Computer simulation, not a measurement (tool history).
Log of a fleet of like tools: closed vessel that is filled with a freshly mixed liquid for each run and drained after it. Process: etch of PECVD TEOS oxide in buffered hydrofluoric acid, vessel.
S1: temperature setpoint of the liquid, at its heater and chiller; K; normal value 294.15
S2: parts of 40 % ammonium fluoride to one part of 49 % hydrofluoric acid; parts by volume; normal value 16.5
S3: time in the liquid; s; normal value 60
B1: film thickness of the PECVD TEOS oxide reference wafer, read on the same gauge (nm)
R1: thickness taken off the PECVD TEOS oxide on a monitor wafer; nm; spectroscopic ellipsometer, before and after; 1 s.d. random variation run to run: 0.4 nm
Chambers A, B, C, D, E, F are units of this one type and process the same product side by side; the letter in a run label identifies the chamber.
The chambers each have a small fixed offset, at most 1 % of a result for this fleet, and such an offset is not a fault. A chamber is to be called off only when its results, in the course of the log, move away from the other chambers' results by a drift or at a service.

| run | hour | S1 | S2 | S3 | B1 | R1 |
|---|---|---|---|---|---|---|
| 1B | 5.1 | 294.15 | 16.5 | 60 | 39.998 | 39.952 |
| 2E | 7.5 | 294.15 | 16.5 | 60 | 39.964 | 40.395 |
| 3A | 12.7 | 294.15 | 16.5 | 60 | 40.003 | 40.644 |
| 4D | 16.8 | 294.15 | 16.5 | 60 | 39.979 | 40.179 |
| 5F | 21.2 | 294.15 | 16.5 | 60 | 40.014 | 39.824 |
| 6C | 25.8 | 294.15 | 16.5 | 60 | 40.034 | 40.732 |
| 7C | 28.7 | 294.15 | 16.5 | 60 | 40.023 | 40.289 |
| 8E | 33.3 | 294.15 | 16.5 | 60 | 40.041 | 40.688 |
| 9A | 37.3 | 294.15 | 16.5 | 60 | 40 | 39.779 |
| 10D | 40.2 | 294.15 | 16.5 | 60 | 40.027 | 39.901 |
| 11F | 44.6 | 294.15 | 16.5 | 60 | 40.031 | 40.257 |
| 12B | 49.4 | 294.15 | 16.5 | 60 | 40.002 | 40.348 |
| 13F | 54.2 | 294.15 | 16.5 | 60 | 40.012 | 40.351 |
| 14B | 58.1 | 294.15 | 16.5 | 60 | 39.965 | 40.345 |
|  | 58.8 | chamber C: hydrofluoric acid flow meter replaced |
| 15C | 63.1 | 294.15 | 16.5 | 60 | 39.994 | 40.523 |
| 16D | 65.7 | 294.15 | 16.5 | 60 | 39.975 | 39.281 |
| 17A | 69.3 | 294.15 | 16.5 | 60 | 40.022 | 40.51 |
|  | 74.2 | chamber F: hydrofluoric acid flow meter replaced |
| 18E | 74.2 | 294.15 | 16.5 | 60 | 40 | 40.801 |
| 19A | 79.3 | 294.15 | 16.5 | 60 | 39.987 | 40.486 |
| 20D | 83.7 | 294.15 | 16.5 | 60 | 39.974 | 38.829 |
| 21B | 86.8 | 294.15 | 16.5 | 60 | 40.014 | 40.138 |
| 22E | 90.2 | 294.15 | 16.5 | 60 | 40.039 | 40.419 |
| 23C | 94.5 | 294.15 | 16.5 | 60 | 39.974 | 40.597 |
| 24F | 98.4 | 290.15 | 16.5 | 45 | 39.968 | 24.175 |
| 25F | 102.7 | 290.15 | 16.5 | 45 | 40.056 | 24.561 |
| 26E | 107.5 | 290.15 | 16.5 | 45 | 39.983 | 24.209 |
| 27D | 109.8 | 290.15 | 16.5 | 45 | 40.051 | 22.286 |
| 28A | 114.7 | 290.15 | 16.5 | 45 | 40 | 24.69 |
| 29C | 118.4 | 290.15 | 16.5 | 45 | 39.997 | 24.349 |
| 30B | 120.9 | 294.15 | 16.5 | 60 | 39.996 | 39.943 |
| 31F | 124.3 | 294.15 | 16.5 | 60 | 40.019 | 40.391 |
| 32E | 127.1 | 290.15 | 22.5 | 60 | 39.996 | 25.177 |
| 33B | 131.6 | 290.15 | 22.5 | 60 | 39.972 | 24.518 |
| 34C | 135.7 | 290.15 | 22.5 | 60 | 39.952 | 24.199 |
| 35D | 139.2 | 290.15 | 22.5 | 60 | 39.935 | 22.711 |
| 36A | 143.3 | 290.15 | 22.5 | 60 | 40.013 | 24.449 |

Which is it: a chamber that has drifted or been left off by a service, a gauge drift common to all chambers, or only each chamber's usual small offset? If a chamber is off, name it and its likeliest cause.

Little by little, chamber D moves away from the other chambers.
What lies behind it: liquid colder than its thermometer reads (K) = 1.59.
From this log alone, it may not be told apart from: hydrofluoric acid flow below the setpoint (%).

Here are 4 candidates for chamber D's next run, each the usual settings with a change, their results left as question marks. Which one brings its results back in line with what the others give on the usual settings?
To be in line, a result may differ from the other chambers' mean on the usual settings by at most: R1 1.4 nm
| 37D-1 | 147.1 | 294.15 | 17 | 60 |  | ? |
| 37D-2 | 147.1 | 294.15 | 16 | 60 |  | ? |
| 37D-3 | 147.1 | 294.15 | 16.5 | 65 |  | ? |
| 37D-4 | 147.1 | 292.65 | 16.5 | 60 |  | ? |

Usual-settings mean across the other chambers: R1 40.324 nm
| run | R1 |
|---|---|
| 37D-1 | 35.568 |
| 37D-2 | 37.744 |
| 37D-3 | 39.675 |
| 37D-4 | 33.604 |
With 37D-3, the chamber falls back in line with the rest.

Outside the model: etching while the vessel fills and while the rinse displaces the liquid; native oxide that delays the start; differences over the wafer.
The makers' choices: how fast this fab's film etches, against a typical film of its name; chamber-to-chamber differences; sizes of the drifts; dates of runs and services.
